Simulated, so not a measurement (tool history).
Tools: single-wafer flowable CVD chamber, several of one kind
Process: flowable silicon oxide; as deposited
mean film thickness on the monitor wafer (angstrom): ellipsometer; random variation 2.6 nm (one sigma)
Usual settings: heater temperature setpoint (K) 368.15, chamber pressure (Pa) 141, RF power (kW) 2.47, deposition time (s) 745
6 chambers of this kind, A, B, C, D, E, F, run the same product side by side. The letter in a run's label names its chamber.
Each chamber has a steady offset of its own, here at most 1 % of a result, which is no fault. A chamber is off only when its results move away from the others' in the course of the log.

run   hour  heater temperature setpoint (K)  chamber pressure (Pa)  RF power (kW)  deposition time (s)  hours since the last thermocouple change  hours since the last RF generator calibration  hours since the last manometer calibration  read-back reference wafer on the same gauge, thickness_nm  mean film thickness on the monitor wafer (angstrom)
 1B    7.9                           368.15                    141           2.47                  745                                     962.4                                          469.7                                       869.4                                                     761.25                                               7796.3
 2A     15                           368.15                    141           2.47                  745                                    1571.6                                          299.8                                       970.3                                                      760.6                                               7900.9
      21.2  -- chamber A: thermocouple changed; heater temperature recalibrated
 3C   21.6                           368.15                    141           2.47                  745                                    1576.5                                          311.7                                       264.6                                                      761.2                                               7806.8
 4E   26.9                           368.15                    141           2.47                  745                                     503.8                                          649.9                                       950.8                                                     761.23                                               7717.9
 5D   30.7                           368.15                    141           2.47                  745                                    1755.6                                          888.1                                      1572.6                                                     760.67                                               7774.2
 6F   37.7                           368.15                    141           2.47                  745                                     175.4                                          582.5                                       378.1                                                     761.29                                               7836.5
      40.7  -- chamber D: capacitance manometer re-zeroed and calibrated
 7D   41.4                           368.15                    141           2.47                  745                                    1766.3                                          898.8                                         0.7                                                     760.91                                               7836.5
 8A   48.6                           368.15                    141           2.47                  745                                      27.5                                          333.4                                      1003.9                                                     761.26                                                 7819
 9F   55.4                           368.15                    141           2.47                  745                                     193.1                                          600.2                                       395.8                                                     760.84                                               7815.1
10E   62.4                           368.15                    141           2.47                  745                                     539.3                                          685.4                                       986.3                                                     760.82                                               7751.2
11B   69.5                           368.15                    165          2.805                  745                                      1024                                          531.3                                         931                                                     760.71                                               9463.1
12C   73.8                           368.15                    165          2.805                  745                                    1628.7                                          363.9                                       316.8                                                     761.03                                                 9378
13B   79.7                           368.15                    165          2.805                  745                                    1034.2                                          541.5                                       941.2                                                     761.12                                               9462.7
14D   85.1                           368.15                    165          2.805                  745                                      1810                                          942.5                                        44.4                                                     761.09                                               9504.3
15E   88.9                           368.15                    165          2.805                  745                                     565.8                                          711.9                                      1012.8                                                     760.95                                               9333.8
16A   95.1                           368.15                    165          2.805                  745                                        74                                          379.9                                      1050.4                                                     760.16                                               9454.9
17F  102.8                           368.15                    141           2.47                  745                                     240.5                                          647.6                                       443.2                                                     761.11                                               7847.3
18C  106.8                           363.15                    111           2.47                  745                                    1661.7                                          396.9                                       349.8                                                     761.03                                               6927.9
     108.7  -- chamber D: thermocouple changed; heater temperature recalibrated
19A  114.1                           363.15                    111           2.47                  745                                        93                                          398.9                                      1069.4                                                     761.36                                               6890.3
20E  121.5                           363.15                    111           2.47                  745                                     598.4                                          744.5                                      1045.4                                                      760.8                                               6767.2
21D  130.1                           363.15                    111           2.47                  745                                      21.5                                          987.5                                        89.4                                                        761                                                 6982
22F  136.6                           363.15                    111           2.47                  745                                     274.3                                          681.4                                         477                                                      760.9                                               6868.7
23B  140.7                           363.15                    111           2.47                  745                                    1095.2                                          602.5                                      1002.2                                                     761.16                                               6763.8
24C  145.6                           360.15                    141           2.47                  873                                    1700.5                                          435.7                                       388.6                                                     760.87                                                11885
25F  151.4                           360.15                    141           2.47                  873                                     289.1                                          696.2                                       491.8                                                     760.55                                                11814
26A  157.5                           360.15                    141           2.47                  873                                     136.4                                          442.3                                      1112.8                                                     760.55                                                11847
27B  165.9                           360.15                    141           2.47                  873                                    1120.4                                          627.7                                      1027.4                                                     760.98                                                11801
28E  171.6                           360.15                    141           2.47                  873                                     648.5                                          794.6                                      1095.5                                                     760.94                                                11717
29D    176                           360.15                    141           2.47                  873                                      67.4                                         1033.4                                       135.3                                                     761.14                                                12196
30C  183.1                           356.15                    141           2.47                  834                                      1738                                          473.2                                       426.1                                                     760.96                                                12679
31F  190.4                           356.15                    141           2.47                  834                                     328.1                                          735.2                                       530.8                                                     761.36                                                12735
     195.5  -- chamber E: capacitance manometer re-zeroed and calibrated
32A  198.4                           356.15                    141           2.47                  834                                     177.3                                          483.2                                      1153.7                                                     761.09                                                12748
33E  203.9                           356.15                    141           2.47                  834                                     680.8                                          826.9                                         8.4                                                     760.67                                                12607
34C  211.3                           356.15                    141           2.47                  834                                    1766.2                                          501.4                                       454.3                                                     761.22                                                12817
35D  217.1                           356.15                    141           2.47                  834                                     108.5                                         1074.5                                       176.4                                                     760.82                                                13103
36B  221.3                           368.15                    141           2.47                  745                                    1175.8                                          683.1                                      1082.8                                                     760.73                                               7737.6
37B  226.3                           368.15                    141           2.07                  696                                    1180.8                                          688.1                                      1087.8                                                     760.75                                               7091.1
38F  230.2                           368.15                    141           2.07                  696                                     367.9                                            775                                       570.6                                                     761.57                                               7068.1
39A  234.2                           368.15                    141           2.07                  696                                     213.1                                            519                                      1189.5                                                     760.49                                               7098.3
40C  239.4                           368.15                    141           2.07                  696                                    1794.3                                          529.5                                       482.4                                                     761.05                                               7149.8
41E  244.7                           368.15                    141           2.07                  696                                     721.6                                          867.7                                        49.2                                                     761.06                                               7045.5
42D  252.8                           368.15                    141           2.07                  696                                     144.2                                         1110.2                                       212.1                                                     761.48                                               7377.2
43A  260.9                           368.15                    141           2.47                  745                                     239.8                                          545.7                                      1216.2                                                     761.33                                               7841.6

Is one chamber off against the others, does the gauge drift, or is nothing wrong? If a chamber is off, say which, and what the likeliest cause is.

A service left chamber D off against the others.
Cause: wafer temperature below the value expected at the setpoint (K) = 0.891.

Here are 4 candidates for chamber D's next run, each the usual settings with a change, their results left as question marks. Which one brings its results back in line with what the others give on the usual settings?
In line means no further than this from the other chambers' mean on the usual settings: mean film thickness on the monitor wafer (angstrom) 92
44D-1  267.1                           368.15                    145           2.47                  745                                                                                                                                                                                                                                                    ?
44D-2  267.1                           368.15                    135           2.47                  745                                                                                                                                                                                                                                                    ?
44D-3  267.1                           367.15                    143          2.475                  751                                                                                                                                                                                                                                                    ?
44D-4  267.1                           369.15                    141           2.47                  745                                                                                                                                                                                                                                                    ?

The other chambers' mean on the usual settings: mean film thickness on the monitor wafer (angstrom) 7804.1
  run  mean film thickness on the monitor wafer (angstrom)
44D-1                                               8333.5
44D-2                                               7612.9
44D-3                                               8502.3
44D-4                                               7811.6
44D-4 brings the chamber back in line.
